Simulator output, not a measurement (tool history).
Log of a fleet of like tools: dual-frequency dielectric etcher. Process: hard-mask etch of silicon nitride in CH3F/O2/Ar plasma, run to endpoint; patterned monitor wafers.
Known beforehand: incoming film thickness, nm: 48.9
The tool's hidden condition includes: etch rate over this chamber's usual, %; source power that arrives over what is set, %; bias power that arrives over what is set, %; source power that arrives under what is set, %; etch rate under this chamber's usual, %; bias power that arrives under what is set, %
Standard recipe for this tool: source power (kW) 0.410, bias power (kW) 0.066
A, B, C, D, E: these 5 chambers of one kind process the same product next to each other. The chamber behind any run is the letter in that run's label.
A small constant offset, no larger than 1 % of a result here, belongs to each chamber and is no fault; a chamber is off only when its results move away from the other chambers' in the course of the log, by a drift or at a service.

run    day  source power (kW)  bias power (kW)  hours since the last wet clean  hours since the last source power generator calibration  hours since the last bias power generator calibration  endpoint time (s)
 1A  0.200              0.410            0.066                           274.0                                                   1704.4                                                 2495.3             72.353
 2D  0.350              0.410            0.066                           540.0                                                    436.3                                                  908.3             71.540
 3E  0.575              0.410            0.066                           441.2                                                   1887.3                                                  477.5             72.885
     0.725  -- chamber E: wet clean of the chamber
 4C  0.825              0.410            0.066                           306.5                                                   1096.6                                                 1048.9             72.431
 5B  1.012              0.410            0.066                           317.2                                                   1978.7                                                 2081.3             72.671
 6D  1.212              0.410            0.066                           560.7                                                    457.0                                                  929.0             71.197
 7A  1.350              0.410            0.066                           301.6                                                   1732.0                                                 2522.9             71.586
 8C  1.658              0.410            0.066                           326.5                                                   1116.6                                                 1068.9             72.289
 9E  1.821              0.410            0.066                            26.4                                                   1917.2                                                  507.4             72.991
10B  1.962              0.410            0.066                           340.0                                                   2001.5                                                 2104.1             72.711
11E  2.179              0.410            0.066                            35.0                                                   1925.8                                                  516.0             72.817
12B  2.350              0.410            0.066                           349.3                                                   2010.8                                                 2113.4             71.787
     2.379  -- chamber D: wet clean of the chamber
13D  2.608              0.410            0.066                             5.6                                                    490.5                                                  962.5             74.627
14A  2.850              0.410            0.066                           337.6                                                   1768.0                                                 2558.9             71.792
15C  3.092              0.410            0.066                           360.9                                                   1151.0                                                 1103.3             71.900
16A  3.383              0.410            0.066                           350.4                                                   1780.8                                                 2571.7             71.976
17C  3.538              0.410            0.066                           371.6                                                   1161.7                                                 1114.0             71.965
18D  3.754              0.490            0.077                            33.1                                                    518.0                                                  990.0             66.591
19E  3.917              0.490            0.077                            76.7                                                   1967.5                                                  557.7             65.121
     3.933  -- chamber B: wet clean of the chamber
20B  4.238              0.490            0.077                             7.3                                                   2056.1                                                 2158.7             64.360
21E  4.496              0.490            0.077                            90.6                                                   1981.4                                                  571.6             64.515
22A  4.658              0.490            0.077                           381.0                                                   1811.4                                                 2602.3             63.379
23B  4.862              0.410            0.066                            22.3                                                   2071.1                                                 2173.7             72.850
24C  5.008              0.410            0.051                           406.9                                                   1197.0                                                 1149.3             78.132
25D  5.325              0.410            0.051                            70.8                                                    555.7                                                 1027.7             81.807
26C  5.546              0.410            0.051                           419.8                                                   1209.9                                                 1162.2             78.773
27E  5.758              0.410            0.051                           120.9                                                   2011.7                                                  601.9             78.657
28A  6.075              0.410            0.051                           415.0                                                   1845.4                                                 2636.3             77.621
29D  6.362              0.410            0.066                            95.7                                                    580.6                                                 1052.6             75.385
30B  6.675              0.410            0.066                            65.8                                                   2114.6                                                 2217.2             71.947
31D  6.904              0.410            0.066                           108.7                                                    593.6                                                 1065.6             75.163
32C  7.071              0.410            0.066                           456.4                                                   1246.5                                                 1198.8             71.938

Next, all 5 chambers run the settings below, one line each with question marks for the results. What does each chamber give?
33A  7.300              0.410            0.066                                                                                                                                                                  ?
33B  7.300              0.410            0.066                                                                                                                                                                  ?
33C  7.300              0.410            0.066                                                                                                                                                                  ?
33D  7.300              0.410            0.066                                                                                                                                                                  ?
33E  7.300              0.410            0.066                                                                                                                                                                  ?

run  endpoint time (s)
33A             70.935
33B             72.497
33C             72.543
33D             74.488
33E             72.297
